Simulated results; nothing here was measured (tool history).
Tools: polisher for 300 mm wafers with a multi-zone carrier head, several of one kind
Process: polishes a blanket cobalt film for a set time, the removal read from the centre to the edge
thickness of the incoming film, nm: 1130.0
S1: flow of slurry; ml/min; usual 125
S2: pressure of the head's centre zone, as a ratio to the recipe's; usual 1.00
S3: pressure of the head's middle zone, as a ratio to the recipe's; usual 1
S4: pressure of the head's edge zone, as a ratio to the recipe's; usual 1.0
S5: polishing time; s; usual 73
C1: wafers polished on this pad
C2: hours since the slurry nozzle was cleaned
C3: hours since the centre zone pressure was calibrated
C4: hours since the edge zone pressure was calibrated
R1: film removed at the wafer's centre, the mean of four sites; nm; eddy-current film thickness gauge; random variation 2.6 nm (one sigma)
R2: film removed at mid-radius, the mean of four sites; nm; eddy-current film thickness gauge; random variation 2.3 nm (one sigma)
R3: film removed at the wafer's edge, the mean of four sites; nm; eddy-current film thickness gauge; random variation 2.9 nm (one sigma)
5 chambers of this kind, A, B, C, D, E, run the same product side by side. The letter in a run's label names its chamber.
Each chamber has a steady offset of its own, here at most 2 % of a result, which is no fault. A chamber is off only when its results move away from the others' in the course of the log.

run 1E hour=4.9 | S1=125 S2=1.00 S3=1 S4=1.0 S5=73 | C1=51 C2=125.6 C3=95.6 C4=45.1 | R1=273.71 R2=269.08 R3=271.02
-- hour=10.3 chamber C: worn pad replaced by a new one
run 2D hour=11.0 | S1=125 S2=1.00 S3=1 S4=1.0 S5=73 | C1=916 C2=232.2 C3=145.0 C4=429.0 | R1=274.12 R2=264.47 R3=268.10
run 3C hour=19.5 | S1=125 S2=1.00 S3=1 S4=1.0 S5=73 | C1=58 C2=365.5 C3=851.1 C4=211.4 | R1=279.49 R2=272.47 R3=271.72
run 4B hour=27.7 | S1=125 S2=1.00 S3=1 S4=1.0 S5=73 | C1=791 C2=189.5 C3=651.1 C4=443.9 | R1=272.28 R2=278.81 R3=272.62
run 5A hour=33.3 | S1=125 S2=1.00 S3=1 S4=1.0 S5=73 | C1=714 C2=297.8 C3=589.9 C4=427.4 | R1=270.13 R2=269.68 R3=267.73
run 6C hour=42.3 | S1=125 S2=1.00 S3=1 S4=1.0 S5=73 | C1=200 C2=388.3 C3=873.9 C4=234.2 | R1=276.42 R2=271.01 R3=275.30
run 7E hour=48.1 | S1=125 S2=0.91 S3=1 S4=1.0 S5=73 | C1=321 C2=168.8 C3=138.8 C4=88.3 | R1=246.10 R2=272.03 R3=277.13
run 8D hour=56.2 | S1=125 S2=0.91 S3=1 S4=1.0 S5=73 | C1=1199 C2=277.4 C3=190.2 C4=474.2 | R1=243.83 R2=262.30 R3=267.98
-- hour=62.9 chamber D: worn pad replaced by a new one
run 9B hour=64.3 | S1=125 S2=0.91 S3=1 S4=1.0 S5=73 | C1=1020 C2=226.1 C3=687.7 C4=480.5 | R1=246.27 R2=280.41 R3=275.99
run 10A hour=68.6 | S1=125 S2=0.91 S3=1 S4=1.0 S5=73 | C1=934 C2=333.1 C3=625.2 C4=462.7 | R1=243.78 R2=269.88 R3=272.55
-- hour=71.1 chamber C: slurry nozzle cleaned
run 11A hour=73.7 | S1=125 S2=0.91 S3=1 S4=1.0 S5=73 | C1=966 C2=338.2 C3=630.3 C4=467.8 | R1=243.50 R2=269.83 R3=269.30
run 12D hour=80.5 | S1=125 S2=1.00 S3=1 S4=1.0 S5=73 | C1=110 C2=301.7 C3=214.5 C4=498.5 | R1=273.35 R2=268.96 R3=267.43
-- hour=85.1 chamber E: worn pad replaced by a new one
run 13B hour=87.1 | S1=125 S2=1.00 S3=1 S4=1.0 S5=73 | C1=1162 C2=248.9 C3=710.5 C4=503.3 | R1=270.14 R2=276.73 R3=273.80
run 14C hour=93.6 | S1=125 S2=1.00 S3=1 S4=1.0 S5=73 | C1=521 C2=22.6 C3=925.2 C4=285.5 | R1=276.18 R2=271.65 R3=271.50
run 15E hour=99.3 | S1=125 S2=1.00 S3=1 S4=1.0 S5=73 | C1=89 C2=220.0 C3=190.0 C4=139.5 | R1=271.75 R2=271.23 R3=271.67
run 16B hour=104.5 | S1=125 S2=1.00 S3=1 S4=1.0 S5=73 | C1=1271 C2=266.3 C3=727.9 C4=520.7 | R1=273.68 R2=279.79 R3=273.65
run 17D hour=112.1 | S1=125 S2=1.00 S3=1 S4=1.0 S5=73 | C1=307 C2=333.3 C3=246.1 C4=530.1 | R1=271.45 R2=266.14 R3=263.02
-- hour=115.7 chamber B: worn pad replaced by a new one
run 18C hour=116.2 | S1=125 S2=0.92 S3=1 S4=1.0 S5=73 | C1=662 C2=45.2 C3=947.8 C4=308.1 | R1=253.09 R2=273.04 R3=276.23
run 19A hour=124.0 | S1=125 S2=0.92 S3=1 S4=1.0 S5=73 | C1=1281 C2=388.5 C3=680.6 C4=518.1 | R1=248.85 R2=271.00 R3=266.07
run 20E hour=129.9 | S1=125 S2=0.92 S3=1 S4=1.0 S5=73 | C1=280 C2=250.6 C3=220.6 C4=170.1 | R1=249.66 R2=270.07 R3=268.32
run 21B hour=137.8 | S1=125 S2=0.92 S3=1 S4=1.0 S5=73 | C1=138 C2=299.6 C3=761.2 C4=554.0 | R1=250.02 R2=276.07 R3=277.06
-- hour=144.9 chamber A: worn pad replaced by a new one
run 22D hour=144.9 | S1=125 S2=0.92 S3=1 S4=1.0 S5=73 | C1=512 C2=366.1 C3=278.9 C4=562.9 | R1=243.24 R2=259.21 R3=263.83
run 23E hour=150.7 | S1=125 S2=1.00 S3=1 S4=1.0 S5=73 | C1=410 C2=271.4 C3=241.4 C4=190.9 | R1=275.61 R2=268.35 R3=272.02
run 24C hour=159.2 | S1=125 S2=1.00 S3=1 S4=1.0 S5=73 | C1=931 C2=88.2 C3=990.8 C4=351.1 | R1=279.41 R2=275.40 R3=275.82
run 25A hour=166.9 | S1=125 S2=1.00 S3=1 S4=1.0 S5=73 | C1=137 C2=431.4 C3=723.5 C4=561.0 | R1=267.66 R2=270.35 R3=267.61
run 26A hour=174.1 | S1=125 S2=1.00 S3=1 S4=1.0 S5=73 | C1=182 C2=438.6 C3=730.7 C4=568.2 | R1=269.34 R2=267.47 R3=268.87
-- hour=175.9 chamber E: worn pad replaced by a new one
run 27D hour=182.8 | S1=125 S2=1.00 S3=1 S4=1.0 S5=73 | C1=749 C2=404.0 C3=316.8 C4=600.8 | R1=253.24 R2=254.70 R3=263.80
run 28E hour=191.3 | S1=125 S2=1.00 S3=1 S4=1.0 S5=73 | C1=96 C2=312.0 C3=282.0 C4=231.5 | R1=278.65 R2=266.94 R3=272.45
run 29C hour=196.3 | S1=125 S2=1.00 S3=1 S4=1.0 S5=73 | C1=1163 C2=125.3 C3=1027.9 C4=388.2 | R1=273.13 R2=274.08 R3=268.60
run 30B hour=200.6 | S1=110 S2=1.00 S3=1 S4=0.9 S5=73 | C1=530 C2=362.4 C3=824.0 C4=616.8 | R1=264.30 R2=268.72 R3=249.74
run 31A hour=207.5 | S1=110 S2=1.00 S3=1 S4=0.9 S5=73 | C1=391 C2=472.0 C3=764.1 C4=601.6 | R1=259.52 R2=261.41 R3=253.02
run 32E hour=213.8 | S1=110 S2=1.00 S3=1 S4=0.9 S5=73 | C1=237 C2=334.5 C3=304.5 C4=254.0 | R1=258.35 R2=263.78 R3=255.47

What goes on in this fleet: one chamber off, a drifting gauge, or nothing beyond the chambers' own small offsets? Name the chamber and the cause, if any.

Chamber D drifts away from the others.
Cause: slurry flow missing at the pad, % = 20.
The log may not tell that from: removal rate lost through wear of the pad, %.

Here are 4 candidates for chamber D's next run, each the usual settings with a change, their results left as question marks. Which one brings its results back in line with what the others give on the usual settings?
In line means no further than this from the other chambers' mean on the usual settings: R1 9.30 nm; R2 8.10 nm; R3 10.00 nm
run 33D-1 hour=220.4 | S1=115 S2=0.98 S3=0.96 S4=1.03 S5=68 | R1=? R2=? R3=?
run 33D-2 hour=220.4 | S1=130 S2=1.01 S3=1.03 S4=0.98 S5=76 | R1=? R2=? R3=?
run 33D-3 hour=220.4 | S1=135 S2=1.02 S3=1.04 S4=0.97 S5=78 | R1=? R2=? R3=?
run 33D-4 hour=220.4 | S1=120 S2=0.99 S3=0.97 S4=1.02 S5=70 | R1=? R2=? R3=?

The other chambers' mean on the usual settings: R1 272.54 nm; R2 272.45 nm; R3 271.64 nm
run=33D-1 R1=225.11 R2=220.04 R3=242.42
run=33D-2 R1=270.94 R2=271.89 R3=269.96
run=33D-3 R1=284.35 R2=284.40 R3=277.44
run=33D-4 R1=237.81 R2=231.62 R3=250.34
33D-2 brings the chamber back in line.

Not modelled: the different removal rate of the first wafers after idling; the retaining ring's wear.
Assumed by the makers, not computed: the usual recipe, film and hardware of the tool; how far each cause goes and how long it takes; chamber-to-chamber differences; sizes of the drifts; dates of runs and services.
